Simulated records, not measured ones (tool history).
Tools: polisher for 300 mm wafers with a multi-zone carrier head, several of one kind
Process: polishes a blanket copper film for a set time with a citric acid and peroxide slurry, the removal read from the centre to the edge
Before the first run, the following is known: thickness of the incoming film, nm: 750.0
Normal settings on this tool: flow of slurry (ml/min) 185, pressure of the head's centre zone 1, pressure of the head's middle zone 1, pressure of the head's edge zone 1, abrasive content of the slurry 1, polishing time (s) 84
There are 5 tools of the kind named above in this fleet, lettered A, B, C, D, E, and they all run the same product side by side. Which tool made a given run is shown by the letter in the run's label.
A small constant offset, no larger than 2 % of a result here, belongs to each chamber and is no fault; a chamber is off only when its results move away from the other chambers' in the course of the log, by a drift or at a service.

run	day	flow of slurry (ml/min)	pressure of the head's centre zone	pressure of the head's middle zone	pressure of the head's edge zone	abrasive content of the slurry	polishing time (s)	wafers polished on this pad	hours since the slurry nozzle was cleaned	hours since the centre zone pressure was calibrated	hours since the edge zone pressure was calibrated	film removed at the wafer's centre (nm)	film removed at mid-radius (nm)	film removed at the wafer's edge (nm)
1C	0.538	185	1	1	1	1	84	271	725.3	463.6	69.5	155.48	153.5	154.88
2D	1.142	185	1	1	1	1	84	480	140.2	217.1	854.6	152.42	153.67	155.39
# day 1.192: chamber A: worn pad replaced by a new one
3A	1.529	185	1	1	1	1	84	86	235.9	896.8	426.5	149.72	156.97	147.84
# day 1.821: chamber E: worn pad replaced by a new one
# day 1.846: chamber D: edge zone pressure recalibrated
4E	1.988	185	1	1	1	1	84	43	612.8	293.9	555.8	150.44	155.45	152.31
5B	2.308	185	1	1	1	1	84	840	221.5	353.4	857.2	154.13	153.32	152.72
# day 2.312: chamber B: worn pad replaced by a new one
6A	2.646	185	1	1	1	1	84	371	262.7	923.6	453.3	152.94	154.21	153.27
7D	3.05	185	1	1	1	1	84	968	186	262.9	29	154	153.37	154.31
8C	3.638	185	1	1	1	1	84	1064	799.7	538	143.9	155.31	151.96	157.39
# day 3.696: chamber C: worn pad replaced by a new one
# day 3.717: chamber B: edge zone pressure recalibrated
9E	4.154	185	1	1	1	1	84	596	664.8	345.9	607.8	149.73	153.15	151.4
# day 4.192: chamber A: edge zone pressure recalibrated
# day 4.325: chamber D: worn pad replaced by a new one
# day 4.438: chamber E: worn pad replaced by a new one
10B	4.562	185	1	1	1	1	66	576	275.6	407.5	20.3	121.71	122.15	122.77
11A	4.892	185	1	1	1	1	66	946	316.6	977.5	16.9	120.23	123.03	117.06
12D	5.488	185	1	1	1	1	66	297	244.5	321.4	87.5	118.85	121.12	119.96
13E	5.867	185	1	1	1	1	66	365	705.9	387	648.9	114.21	121.02	121.92
# day 6.117: chamber B: worn pad replaced by a new one
14C	6.271	185	1	1	1	1	66	658	862.9	601.2	207.1	120.14	121.29	120.55
# day 6.525: chamber A: worn pad replaced by a new one
# day 6.529: chamber C: slurry nozzle cleaned
15B	6.846	185	1	1	1	1	84	187	330.4	462.3	75.1	156.73	152.23	152.17
16C	7.212	240	1	1	0.95	1	84	899	16.5	623.8	229.7	156.58	160.27	147.75
# day 7.371: chamber E: worn pad replaced by a new one
17D	7.733	240	1	1	0.95	1	84	871	298.4	375.3	141.4	157.13	160.88	150.37
18A	8.108	240	1	1	0.95	1	84	405	393.8	1054.7	94.1	158.91	159.66	147.47
# day 8.179: chamber E: slurry nozzle cleaned
19B	8.417	240	1	1	0.95	1	84	588	368.1	500	112.8	161.19	158.1	160.05
20E	8.738	240	1	1	0.95	1	84	349	13.5	455.9	717.8	146.72	161.66	156.74
# day 8.946: chamber C: worn pad replaced by a new one
# day 9.042: chamber C: centre zone pressure recalibrated
21A	9.179	185	1	1	1	1	84	679	419.5	1080.4	119.8	151.59	157.38	149
22B	9.546	185	1	1	1	1	84	877	395.2	527.1	139.9	150.77	153.85	158.49
# day 9.575: chamber D: worn pad replaced by a new one
# day 9.738: chamber B: worn pad replaced by a new one
# day 9.85: chamber E: worn pad replaced by a new one
23D	10.104	185	1	1	1	1	84	135	355.3	432.2	198.3	152.36	153.03	152.65
# day 10.525: chamber A: centre zone pressure recalibrated
24C	10.529	185	1	1	1	1	84	405	96.1	35.8	309.3	152.36	153.25	151.77
25E	11.025	185	1	1	1	1	84	300	68.4	510.8	772.7	138.28	156.14	155.67
# day 11.129: chamber C: edge zone pressure recalibrated
26A	11.4	185	1	1	1	1	84	1246	472.8	21.1	173.1	153.27	156.39	149.26
27B	11.804	185	1	1	1	1	84	528	449.4	581.3	194.1	154.57	155.05	155.53
28D	12.188	185	1	1	1	1	84	668	405.3	482.2	248.3	150.91	152.47	152.28
# day 12.375: chamber E: worn pad replaced by a new one
29C	12.658	185	1	1	1	1	84	950	147.2	86.9	36.8	154.55	153.43	153.3
30E	13.179	185	1	1	1	1	84	206	120.1	562.5	824.4	131.12	152.13	150.81

Predict what each chamber gives when all 5 of them run the settings below next.
31A	13.617	185	1	1	1	1	84					?	?	?
31B	13.617	185	1	1	1	1	84					?	?	?
31C	13.617	185	1	1	1	1	84					?	?	?
31D	13.617	185	1	1	1	1	84					?	?	?
31E	13.617	185	1	1	1	1	84					?	?	?

run	film removed at the wafer's centre (nm)	film removed at mid-radius (nm)	film removed at the wafer's edge (nm)
31A	154.15	157.14	148.72
31B	154.39	154.72	157.42
31C	152.31	155.18	152.69
31D	147.58	149.65	150.98
31E	130.61	154.6	157.13

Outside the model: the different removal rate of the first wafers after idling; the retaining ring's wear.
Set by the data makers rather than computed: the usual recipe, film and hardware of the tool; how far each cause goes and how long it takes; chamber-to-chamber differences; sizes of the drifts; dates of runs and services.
